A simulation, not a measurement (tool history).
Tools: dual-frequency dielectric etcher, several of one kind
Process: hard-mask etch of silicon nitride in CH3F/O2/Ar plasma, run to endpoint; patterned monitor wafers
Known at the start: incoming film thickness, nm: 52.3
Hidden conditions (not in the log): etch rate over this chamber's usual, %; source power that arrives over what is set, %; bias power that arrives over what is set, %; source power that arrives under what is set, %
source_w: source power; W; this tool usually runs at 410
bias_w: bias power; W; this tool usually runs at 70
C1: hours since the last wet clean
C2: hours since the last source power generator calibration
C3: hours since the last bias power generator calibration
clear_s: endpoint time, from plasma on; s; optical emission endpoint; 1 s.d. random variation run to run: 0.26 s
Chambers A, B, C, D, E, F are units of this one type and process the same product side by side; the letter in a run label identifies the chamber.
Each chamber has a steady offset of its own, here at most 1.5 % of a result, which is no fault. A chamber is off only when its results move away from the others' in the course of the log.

{"run": "1E", "hour": 8.4, "source_w": 410, "bias_w": 70, "C1": 129.4, "C2": 4268.7, "C3": 3261.5, "clear_s": 75.187}
{"run": "2A", "hour": 16.7, "source_w": 410, "bias_w": 70, "C1": 193.2, "C2": 1647.7, "C3": 1420.9, "clear_s": 75.756}
{"run": "3F", "hour": 23.6, "source_w": 410, "bias_w": 70, "C1": 245.9, "C2": 1598.6, "C3": 1680, "clear_s": 75.539}
{"run": "4C", "hour": 36.8, "source_w": 410, "bias_w": 70, "C1": 286, "C2": 1880.1, "C3": 3994.1, "clear_s": 75.134}
{"run": "5B", "hour": 46.8, "source_w": 410, "bias_w": 70, "C1": 340.1, "C2": 898.5, "C3": 2221.5, "clear_s": 76.531}
{"run": "6D", "hour": 55.6, "source_w": 410, "bias_w": 70, "C1": 334, "C2": 1373.3, "C3": 4368.6, "clear_s": 74.975}
{"run": "7A", "hour": 69.6, "source_w": 410, "bias_w": 70, "C1": 246.1, "C2": 1700.6, "C3": 1473.8, "clear_s": 75.446}
{"run": "8B", "hour": 79.5, "source_w": 320, "bias_w": 70, "C1": 372.8, "C2": 931.2, "C3": 2254.2, "clear_s": 83.918}
{"run": "9C", "hour": 86.9, "source_w": 320, "bias_w": 70, "C1": 336.1, "C2": 1930.2, "C3": 4044.2, "clear_s": 82.781}
{"hour": 88.5, "done": "chamber F: bias power generator calibrated"}
{"run": "10D", "hour": 94.0, "source_w": 320, "bias_w": 70, "C1": 372.4, "C2": 1411.7, "C3": 4407, "clear_s": 82.244}
{"run": "11E", "hour": 101.1, "source_w": 320, "bias_w": 70, "C1": 222.1, "C2": 4361.4, "C3": 3354.2, "clear_s": 83}
{"run": "12F", "hour": 115.5, "source_w": 320, "bias_w": 70, "C1": 337.8, "C2": 1690.5, "C3": 27.1, "clear_s": 83.229}
{"run": "13E", "hour": 122.9, "source_w": 320, "bias_w": 70, "C1": 243.9, "C2": 4383.2, "C3": 3376, "clear_s": 82.241}
{"run": "14A", "hour": 130.5, "source_w": 480, "bias_w": 70, "C1": 307, "C2": 1761.5, "C3": 1534.7, "clear_s": 70.874}
{"run": "15C", "hour": 141.3, "source_w": 480, "bias_w": 70, "C1": 390.5, "C2": 1984.6, "C3": 4098.6, "clear_s": 71.117}
{"run": "16F", "hour": 154.6, "source_w": 480, "bias_w": 70, "C1": 376.9, "C2": 1729.6, "C3": 66.2, "clear_s": 70.75}
{"run": "17B", "hour": 164.5, "source_w": 480, "bias_w": 70, "C1": 457.8, "C2": 1016.2, "C3": 2339.2, "clear_s": 71.825}
{"run": "18D", "hour": 174.4, "source_w": 480, "bias_w": 70, "C1": 452.8, "C2": 1492.1, "C3": 4487.4, "clear_s": 70.261}
{"hour": 181.1, "done": "chamber D: wet clean of the chamber"}
{"run": "19C", "hour": 188.0, "source_w": 480, "bias_w": 70, "C1": 437.2, "C2": 2031.3, "C3": 4145.3, "clear_s": 71.302}
{"hour": 194.8, "done": "chamber D: bias power generator calibrated"}
{"run": "20D", "hour": 196.2, "source_w": 340, "bias_w": 54, "C1": 15.2, "C2": 1513.9, "C3": 1.5, "clear_s": 87.019}
{"hour": 204.0, "done": "chamber C: wet clean of the chamber"}
{"run": "21E", "hour": 206.3, "source_w": 340, "bias_w": 54, "C1": 327.3, "C2": 4466.6, "C3": 3459.4, "clear_s": 86.705}
{"run": "22F", "hour": 221.0, "source_w": 340, "bias_w": 54, "C1": 443.3, "C2": 1796, "C3": 132.6, "clear_s": 88.32}
{"run": "23B", "hour": 233.9, "source_w": 340, "bias_w": 54, "C1": 527.2, "C2": 1085.6, "C3": 2408.6, "clear_s": 89.253}
{"hour": 240.0, "done": "chamber A: wet clean of the chamber"}
{"run": "24A", "hour": 248.2, "source_w": 340, "bias_w": 54, "C1": 8.3, "C2": 1879.2, "C3": 1652.4, "clear_s": 88.484}
{"run": "25A", "hour": 256.3, "source_w": 340, "bias_w": 54, "C1": 16.4, "C2": 1887.3, "C3": 1660.5, "clear_s": 88.243}
{"run": "26C", "hour": 265.2, "source_w": 410, "bias_w": 70, "C1": 61.2, "C2": 2108.5, "C3": 4222.5, "clear_s": 74.763}
{"run": "27D", "hour": 273.8, "source_w": 410, "bias_w": 70, "C1": 92.8, "C2": 1591.5, "C3": 79.1, "clear_s": 74.329}
{"run": "28B", "hour": 287.8, "source_w": 410, "bias_w": 70, "C1": 581.1, "C2": 1139.5, "C3": 2462.5, "clear_s": 76.33}
{"run": "29F", "hour": 295.4, "source_w": 410, "bias_w": 70, "C1": 517.7, "C2": 1870.4, "C3": 207, "clear_s": 75.056}
{"run": "30E", "hour": 307.7, "source_w": 410, "bias_w": 70, "C1": 428.7, "C2": 4568, "C3": 3560.8, "clear_s": 72.915}
{"run": "31D", "hour": 316.9, "source_w": 410, "bias_w": 70, "C1": 135.9, "C2": 1634.6, "C3": 122.2, "clear_s": 74.696}
{"hour": 320.6, "done": "chamber B: wet clean of the chamber"}
{"run": "32B", "hour": 331.4, "source_w": 410, "bias_w": 70, "C1": 10.8, "C2": 1183.1, "C3": 2506.1, "clear_s": 76.15}
{"run": "33C", "hour": 338.1, "source_w": 410, "bias_w": 70, "C1": 134.1, "C2": 2181.4, "C3": 4295.4, "clear_s": 75.405}
{"run": "34A", "hour": 350.5, "source_w": 410, "bias_w": 70, "C1": 110.6, "C2": 1981.5, "C3": 1754.7, "clear_s": 75.588}
{"run": "35F", "hour": 361.9, "source_w": 410, "bias_w": 70, "C1": 584.2, "C2": 1936.9, "C3": 273.5, "clear_s": 74.763}
{"run": "36E", "hour": 373.1, "source_w": 410, "bias_w": 70, "C1": 494.1, "C2": 4633.4, "C3": 3626.2, "clear_s": 72.097}
{"hour": 377.0, "done": "chamber E: source power generator calibrated"}
{"run": "37A", "hour": 386.5, "source_w": 410, "bias_w": 86, "C1": 146.6, "C2": 2017.5, "C3": 1790.7, "clear_s": 70.261}
{"run": "38F", "hour": 394.8, "source_w": 410, "bias_w": 86, "C1": 617.1, "C2": 1969.8, "C3": 306.4, "clear_s": 69.709}
{"run": "39E", "hour": 405.0, "source_w": 410, "bias_w": 86, "C1": 526, "C2": 28, "C3": 3658.1, "clear_s": 66.777}

All chambers now run identical settings, listed one chamber a line with results as question marks. What results will each chamber show?
{"run": "40A", "hour": 415.9, "source_w": 410, "bias_w": 70, "clear_s": "?"}
{"run": "40B", "hour": 415.9, "source_w": 410, "bias_w": 70, "clear_s": "?"}
{"run": "40C", "hour": 415.9, "source_w": 410, "bias_w": 70, "clear_s": "?"}
{"run": "40D", "hour": 415.9, "source_w": 410, "bias_w": 70, "clear_s": "?"}
{"run": "40E", "hour": 415.9, "source_w": 410, "bias_w": 70, "clear_s": "?"}
{"run": "40F", "hour": 415.9, "source_w": 410, "bias_w": 70, "clear_s": "?"}

run=40A clear_s=75.62
run=40B clear_s=75.879
run=40C clear_s=75.66
run=40D clear_s=74.276
run=40E clear_s=72.1
run=40F clear_s=75.335
